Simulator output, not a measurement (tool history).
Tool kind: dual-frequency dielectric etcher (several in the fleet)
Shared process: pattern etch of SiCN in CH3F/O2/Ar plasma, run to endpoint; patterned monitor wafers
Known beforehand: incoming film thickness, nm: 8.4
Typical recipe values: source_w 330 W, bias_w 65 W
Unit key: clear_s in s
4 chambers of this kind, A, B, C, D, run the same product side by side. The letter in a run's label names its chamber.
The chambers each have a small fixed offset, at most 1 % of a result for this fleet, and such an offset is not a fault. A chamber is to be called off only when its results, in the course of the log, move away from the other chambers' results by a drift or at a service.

run    day  source_w  bias_w  hours since the last wet clean  hours since the last source power generator calibration  hours since the last bias power generator calibration  clear_s
 1A  0.396       330      65                           447.6                                                   1508.7                                                   4085   24.814
     0.683  -- chamber B: wet clean of the chamber
 2C  0.796       330      65                           183.8                                                    791.4                                                 3618.5   24.869
 3B  1.071       330      65                             9.3                                                      328                                                 1900.5   25.054
 4D  1.425       330      65                           263.3                                                   2441.5                                                  110.8   24.853
 5A   1.75       330      65                           480.1                                                   1541.2                                                 4117.5   24.803
 6D  1.988       330      65                           276.8                                                     2455                                                  124.3   24.766
     2.354  -- chamber A: wet clean of the chamber
 7B  2.375       330      65                            40.6                                                    359.3                                                 1931.8   25.049
 8C  2.675       330      65                           228.9                                                    836.5                                                 3663.6   24.814
 9D  3.021       330      65                           301.6                                                   2479.8                                                  149.1    24.96
     3.221  -- chamber A: bias power generator calibrated
10B  3.371       330      65                            64.5                                                    383.2                                                 1955.7   24.945
11C  3.633       330      65                           251.9                                                    859.5                                                 3686.6   24.985
12A  3.862       290      54                            36.3                                                   1591.9                                                   15.5   27.731
13C  4.083       290      54                           262.7                                                    870.3                                                 3697.4   28.133
14D  4.446       290      54                           335.8                                                     2514                                                  183.3   27.771
15B  4.812       290      54                            99.1                                                    417.8                                                 1990.3   28.181
16A  5.104       390      71                            66.1                                                   1621.7                                                   45.3   22.495
17D    5.4       390      71                           358.7                                                   2536.9                                                  206.2   22.754
18B  5.775       390      71                           122.2                                                    440.9                                                 2013.4   22.872
19C   6.05       390      71                           309.9                                                    917.5                                                 3744.6   23.131
20A  6.308       330      80                              95                                                   1650.6                                                   74.2   22.947
21D  6.633       330      80                           388.3                                                   2566.5                                                  235.8   22.965
22B  7.029       330      80                           152.3                                                      471                                                 2043.5   23.079
23C  7.271       330      80                           339.2                                                    946.8                                                 3773.9   23.384
24A   7.55       330      65                           124.8                                                   1680.4                                                    104   24.713
25C  7.796       330      65                           351.8                                                    959.4                                                 3786.5    25.46
26B   8.05       330      65                           176.8                                                    495.5                                                   2068    24.87
27D  8.225       330      65                           426.5                                                   2604.7                                                    274   24.898
28A  8.546       330      65                           148.7                                                   1704.3                                                  127.9   24.715
     8.712  -- chamber D: wet clean of the chamber
29B  8.771       330      65                           194.1                                                    512.8                                                 2085.3   25.052
30C  9.083       330      65                           382.7                                                    990.3                                                 3817.4    25.69
31D  9.408       330      65                            16.8                                                   2633.1                                                  302.4   25.035
32A  9.796       330      65                           178.7                                                   1734.3                                                  157.9   24.662

The same settings go to every chamber for the next run, one line per chamber below. Forecast the results for each:
33A  10.083       330      75                                                                                                                                                        ?
33B  10.083       330      75                                                                                                                                                        ?
33C  10.083       330      75                                                                                                                                                        ?
33D  10.083       330      75                                                                                                                                                        ?

run  clear_s
33A   23.563
33B   23.688
33C   24.465
33D   23.716
